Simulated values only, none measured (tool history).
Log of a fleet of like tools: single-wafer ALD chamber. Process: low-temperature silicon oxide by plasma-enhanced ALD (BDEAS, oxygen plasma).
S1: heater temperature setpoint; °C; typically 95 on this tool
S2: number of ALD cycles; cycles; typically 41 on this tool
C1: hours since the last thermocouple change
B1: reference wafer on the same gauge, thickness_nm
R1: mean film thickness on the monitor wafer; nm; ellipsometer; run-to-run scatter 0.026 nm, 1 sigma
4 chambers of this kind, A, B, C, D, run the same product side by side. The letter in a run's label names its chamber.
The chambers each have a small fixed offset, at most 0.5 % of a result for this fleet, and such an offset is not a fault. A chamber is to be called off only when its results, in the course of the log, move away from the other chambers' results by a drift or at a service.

Run 1A, hour 7.3: usual settings; C1 996.3; B1 5.4461. Result: R1 5.9641 nm.
Run 2C, hour 15.3: usual settings; C1 868.1; B1 5.445. Result: R1 5.9187 nm.
Run 3B, hour 25.3: usual settings; C1 194.3; B1 5.4552. Result: R1 5.9568 nm.
Run 4D, hour 40.2: usual settings; C1 680; B1 5.4472. Result: R1 5.9518 nm.
Run 5C, hour 48.6: usual settings; C1 901.4; B1 5.4528. Result: R1 5.9173 nm.
Run 6D, hour 59.9: usual settings; C1 699.7; B1 5.4503. Result: R1 5.8975 nm.
Run 7B, hour 74.8: usual settings but S1 83 °C, S2 45 cycles; C1 243.8; B1 5.4523. Result: R1 6.776 nm.
Run 8A, hour 89.4: usual settings but S1 83 °C, S2 45 cycles; C1 1078.4; B1 5.4549. Result: R1 6.8587 nm.
Run 9B, hour 99.9: usual settings but S1 83 °C, S2 45 cycles; C1 268.9; B1 5.4541. Result: R1 6.8472 nm.
Run 10C, hour 109.4: usual settings but S1 83 °C, S2 45 cycles; C1 962.2; B1 5.4503. Result: R1 6.8208 nm.
Run 11D, hour 117.2: usual settings; C1 757; B1 5.4515. Result: R1 5.9664 nm.
Run 12A, hour 132.3: usual settings; C1 1121.3; B1 5.4466. Result: R1 5.9342 nm.
Run 13C, hour 146.6: usual settings; C1 999.4; B1 5.4544. Result: R1 5.9788 nm.
Run 14B, hour 155.9: usual settings; C1 324.9; B1 5.4526. Result: R1 5.9964 nm.
Run 15D, hour 163: usual settings; C1 802.8; B1 5.4522. Result: R1 5.9561 nm.
Run 16A, hour 174.2: usual settings but S1 82 °C, S2 47 cycles; C1 1163.2; B1 5.4487. Result: R1 7.194 nm.
Run 17C, hour 181.6: usual settings but S1 82 °C, S2 47 cycles; C1 1034.4; B1 5.4492. Result: R1 7.1089 nm.
Run 18B, hour 190.2: usual settings but S1 82 °C, S2 47 cycles; C1 359.2; B1 5.4464. Result: R1 7.2022 nm.
Run 19D, hour 201.6: usual settings but S1 82 °C, S2 47 cycles; C1 841.4; B1 5.4468. Result: R1 7.1971 nm.
Run 20A, hour 213: usual settings; C1 1202; B1 5.451. Result: R1 5.9632 nm.
Run 21A, hour 227.5: usual settings but S1 84 °C; C1 1216.5; B1 5.4446. Result: R1 6.1769 nm.
Run 22D, hour 238.1: usual settings but S1 84 °C; C1 877.9; B1 5.4456. Result: R1 6.1351 nm.
Run 23B, hour 247.4: usual settings but S1 84 °C; C1 416.4; B1 5.456. Result: R1 6.1932 nm.
Run 24C, hour 261.4: usual settings but S1 84 °C; C1 1114.2; B1 5.4551. Result: R1 6.1898 nm.
Run 25C, hour 277.6: usual settings; C1 1130.4; B1 5.45. Result: R1 5.9354 nm.
Run 26B, hour 285.8: usual settings; C1 454.8; B1 5.4531. Result: R1 6.0131 nm.
Run 27D, hour 296: usual settings; C1 935.8; B1 5.4466. Result: R1 5.9477 nm.
Run 28A, hour 305.4: usual settings; C1 1294.4; B1 5.4525. Result: R1 5.9552 nm.
Run 29C, hour 318.4: usual settings; C1 1171.2; B1 5.4449. Result: R1 5.9212 nm.
Run 30A, hour 331.6: usual settings; C1 1320.6; B1 5.4529. Result: R1 5.9661 nm.
Run 31B, hour 342.2: usual settings; C1 511.2; B1 5.4549. Result: R1 6.0097 nm.
Run 32D, hour 349.7: usual settings; C1 989.5; B1 5.4496. Result: R1 5.9646 nm.

One chamber off, gauge drift, or nothing amiss beyond the chambers' own small offsets? If it is a chamber, which one, and what is the likeliest cause?

Beyond each chamber's small constant offset nothing stands out, and the gauge stays steady.

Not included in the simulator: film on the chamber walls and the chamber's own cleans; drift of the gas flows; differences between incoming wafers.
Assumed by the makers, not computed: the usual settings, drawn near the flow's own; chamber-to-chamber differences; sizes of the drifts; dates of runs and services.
